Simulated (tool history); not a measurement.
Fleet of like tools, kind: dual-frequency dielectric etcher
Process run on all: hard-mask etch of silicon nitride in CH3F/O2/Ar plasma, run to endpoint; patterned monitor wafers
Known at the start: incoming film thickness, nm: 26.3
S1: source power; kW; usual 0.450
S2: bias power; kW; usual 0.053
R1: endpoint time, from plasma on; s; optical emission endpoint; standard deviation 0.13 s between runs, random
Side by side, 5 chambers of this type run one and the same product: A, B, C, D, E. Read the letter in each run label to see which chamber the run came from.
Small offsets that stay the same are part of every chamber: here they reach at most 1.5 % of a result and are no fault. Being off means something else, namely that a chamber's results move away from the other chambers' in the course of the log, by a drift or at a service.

run	hour	S1	S2	R1
# hour 1.3: chamber A: wet clean of the chamber
1E	5.9	0.450	0.053	39.987
2C	11.5	0.450	0.053	40.685
3D	16.5	0.450	0.053	40.860
4B	19.7	0.450	0.053	40.036
5A	24.6	0.450	0.053	40.196
6B	29.2	0.450	0.053	40.005
# hour 32.0: chamber D: bias power generator calibrated
7D	34.5	0.520	0.053	38.215
8E	39.8	0.520	0.053	37.891
# hour 41.2: chamber B: wet clean of the chamber
9C	42.6	0.520	0.053	38.103
10A	47.7	0.520	0.053	38.115
11E	51.6	0.520	0.053	37.893
12A	57.2	0.450	0.053	40.144
13B	60.7	0.500	0.053	36.514
14C	65.5	0.500	0.053	39.133
15D	68.5	0.500	0.053	38.956
16E	72.8	0.500	0.053	38.476
17D	77.9	0.500	0.053	39.058
18A	81.6	0.450	0.053	40.112
19B	86.9	0.450	0.053	38.226
20C	91.0	0.450	0.061	38.849
21D	93.7	0.450	0.061	38.833
22E	99.2	0.450	0.061	38.074
23B	102.6	0.450	0.061	36.643
24A	106.4	0.450	0.061	38.431
25C	110.2	0.450	0.053	40.740
# hour 111.4: chamber B: source power generator calibrated
26B	113.6	0.450	0.053	38.468
27C	117.7	0.450	0.053	40.515
28D	121.7	0.450	0.053	40.382
29E	127.0	0.450	0.053	40.036
30A	131.9	0.450	0.053	40.410

Next, all 5 chambers run the settings below, one line each with question marks for the results. What does each chamber give?
31A	136.2	0.450	0.062	?
31B	136.2	0.450	0.062	?
31C	136.2	0.450	0.062	?
31D	136.2	0.450	0.062	?
31E	136.2	0.450	0.062	?

run	R1
31A	38.258
31B	36.359
31C	38.660
31D	38.775
31E	38.085
